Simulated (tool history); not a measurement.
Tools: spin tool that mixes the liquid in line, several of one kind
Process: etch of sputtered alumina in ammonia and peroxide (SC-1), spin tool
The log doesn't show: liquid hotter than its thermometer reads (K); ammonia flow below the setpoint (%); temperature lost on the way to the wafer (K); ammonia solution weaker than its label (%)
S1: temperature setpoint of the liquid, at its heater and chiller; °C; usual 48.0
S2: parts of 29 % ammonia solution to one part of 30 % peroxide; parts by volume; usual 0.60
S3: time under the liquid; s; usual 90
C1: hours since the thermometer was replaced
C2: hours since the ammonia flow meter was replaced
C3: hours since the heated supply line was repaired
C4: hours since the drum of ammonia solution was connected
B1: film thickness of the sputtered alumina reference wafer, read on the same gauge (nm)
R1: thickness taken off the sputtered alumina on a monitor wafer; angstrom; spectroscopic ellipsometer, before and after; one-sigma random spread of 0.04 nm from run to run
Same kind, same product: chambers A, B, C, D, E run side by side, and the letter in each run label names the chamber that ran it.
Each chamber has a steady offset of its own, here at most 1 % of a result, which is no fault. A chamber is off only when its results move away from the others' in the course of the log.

Run 1E, hour 6.4: usual settings; C1 2086.2; C2 851.7; C3 1569.1; C4 260.4; B1 90.013. Result: R1 44.064 angstrom.
Run 2C, hour 13.3: usual settings; C1 304.5; C2 141.9; C3 293.3; C4 223.0; B1 90.067. Result: R1 43.993 angstrom.
Run 3D, hour 16.8: usual settings; C1 1884.6; C2 861.4; C3 2177.3; C4 191.7; B1 90.014. Result: R1 44.691 angstrom.
Run 4A, hour 24.0: usual settings; C1 70.7; C2 151.3; C3 2003.6; C4 469.7; B1 90.033. Result: R1 43.636 angstrom.
Run 5B, hour 29.6: usual settings; C1 493.3; C2 199.4; C3 277.0; C4 193.4; B1 90.000. Result: R1 43.642 angstrom.
Run 6E, hour 34.0: usual settings; C1 2113.8; C2 879.3; C3 1596.7; C4 288.0; B1 89.953. Result: R1 43.164 angstrom.
Run 7D, hour 40.3: usual settings but S3 105 s; C1 1908.1; C2 884.9; C3 2200.8; C4 215.2; B1 90.049. Result: R1 51.863 angstrom.
Run 8B, hour 46.5: usual settings but S3 105 s; C1 510.2; C2 216.3; C3 293.9; C4 210.3; B1 89.959. Result: R1 51.679 angstrom.
Run 9A, hour 52.5: usual settings but S3 105 s; C1 99.2; C2 179.8; C3 2032.1; C4 498.2; B1 90.033. Result: R1 51.576 angstrom.
Run 10C, hour 57.9: usual settings but S3 105 s; C1 349.1; C2 186.5; C3 337.9; C4 267.6; B1 90.022. Result: R1 51.450 angstrom.
Run 11A, hour 64.6: usual settings but S3 105 s; C1 111.3; C2 191.9; C3 2044.2; C4 510.3; B1 90.026. Result: R1 52.189 angstrom.
Run 12C, hour 70.3: usual settings; C1 361.5; C2 198.9; C3 350.3; C4 280.0; B1 90.027. Result: R1 44.126 angstrom.
Run 13B, hour 74.9: usual settings; C1 538.6; C2 244.7; C3 322.3; C4 238.7; B1 90.032. Result: R1 44.122 angstrom.
Run 14E, hour 79.5: usual settings; C1 2159.3; C2 924.8; C3 1642.2; C4 333.5; B1 89.975. Result: R1 43.132 angstrom.
Run 15D, hour 84.5: usual settings; C1 1952.3; C2 929.1; C3 2245.0; C4 259.4; B1 90.024. Result: R1 43.996 angstrom.
Run 16C, hour 90.7: usual settings; C1 381.9; C2 219.3; C3 370.7; C4 300.4; B1 89.986. Result: R1 44.681 angstrom.
Run 17A, hour 97.4: usual settings but S2 0.40 parts by volume; C1 144.1; C2 224.7; C3 2077.0; C4 543.1; B1 89.952. Result: R1 42.107 angstrom.
Run 18B, hour 101.6: usual settings but S2 0.40 parts by volume; C1 565.3; C2 271.4; C3 349.0; C4 265.4; B1 90.026. Result: R1 43.488 angstrom.
Run 19D, hour 108.9: usual settings but S2 0.40 parts by volume; C1 1976.7; C2 953.5; C3 2269.4; C4 283.8; B1 90.001. Result: R1 42.739 angstrom.
Run 20E, hour 113.8: usual settings but S2 0.40 parts by volume; C1 2193.6; C2 959.1; C3 1676.5; C4 367.8; B1 90.005. Result: R1 42.216 angstrom.
Run 21B, hour 118.1: usual settings but S2 0.40 parts by volume; C1 581.8; C2 287.9; C3 365.5; C4 281.9; B1 89.976. Result: R1 43.423 angstrom.
Run 22A, hour 124.8: usual settings but S1 41.5 °C; C1 171.5; C2 252.1; C3 2104.4; C4 570.5; B1 89.980. Result: R1 30.362 angstrom.
Run 23D, hour 128.9: usual settings but S1 41.5 °C; C1 1996.7; C2 973.5; C3 2289.4; C4 303.8; B1 89.978. Result: R1 31.235 angstrom.
Run 24E, hour 134.9: usual settings but S1 41.5 °C; C1 2214.7; C2 980.2; C3 1697.6; C4 388.9; B1 90.006. Result: R1 29.754 angstrom.
Run 25C, hour 140.4: usual settings but S1 41.5 °C; C1 431.6; C2 269.0; C3 420.4; C4 350.1; B1 89.956. Result: R1 31.604 angstrom.
Run 26A, hour 146.6: usual settings but S1 41.5 °C; C1 193.3; C2 273.9; C3 2126.2; C4 592.3; B1 89.982. Result: R1 30.042 angstrom.
Run 27C, hour 152.1: usual settings; C1 443.3; C2 280.7; C3 432.1; C4 361.8; B1 89.977. Result: R1 46.256 angstrom.
Run 28D, hour 158.7: usual settings; C1 2026.5; C2 1003.3; C3 2319.2; C4 333.6; B1 89.994. Result: R1 44.814 angstrom.
Run 29E, hour 163.3: usual settings but S2 0.45 parts by volume; C1 2243.1; C2 1008.6; C3 1726.0; C4 417.3; B1 89.963. Result: R1 42.488 angstrom.
Run 30B, hour 169.1: usual settings but S2 0.45 parts by volume; C1 632.8; C2 338.9; C3 416.5; C4 332.9; B1 90.001. Result: R1 43.013 angstrom.
Run 31E, hour 173.8: usual settings but S2 0.45 parts by volume; C1 2253.6; C2 1019.1; C3 1736.5; C4 427.8; B1 90.020. Result: R1 42.282 angstrom.
Run 32D, hour 177.2: usual settings but S2 0.45 parts by volume; C1 2045.0; C2 1021.8; C3 2337.7; C4 352.1; B1 90.022. Result: R1 42.998 angstrom.
Run 33B, hour 184.0: usual settings but S2 0.45 parts by volume; C1 647.7; C2 353.8; C3 431.4; C4 347.8; B1 89.989. Result: R1 42.855 angstrom.
Run 34A, hour 189.1: usual settings; C1 235.8; C2 316.4; C3 2168.7; C4 634.8; B1 90.004. Result: R1 44.225 angstrom.

What goes on in this fleet: one chamber off, a drifting gauge, or nothing beyond the chambers' own small offsets? Name the chamber and the cause, if any.

Little by little, chamber C moves away from the other chambers.
Cause: liquid hotter than its thermometer reads (K) = 1.2.

Below are 4 candidate recipes for chamber C's next run, each the usual settings with a change, their results shown as question marks. Which of them brings C's results back in line with what the other chambers give on the usual settings?
Counts as in line when no further than this from what the other chambers average on the usual settings: R1 1.400 angstrom
Run 35C-1, hour 194.4: usual settings but S3 85 s. Result: R1 ?.
Run 35C-2, hour 194.4: usual settings but S1 50.0 °C. Result: R1 ?.
Run 35C-3, hour 194.4: usual settings but S1 47.0 °C, S3 85 s. Result: R1 ?.
Run 35C-4, hour 194.4: usual settings but S3 95 s. Result: R1 ?.

Average result of the remaining chambers running the usual settings: R1 44.155 angstrom
  run      R1
35C-1  44.057
35C-2  52.067
35C-3  41.700
35C-4  49.240
Change 35C-1 lands the chamber within the allowed miss of the other chambers.
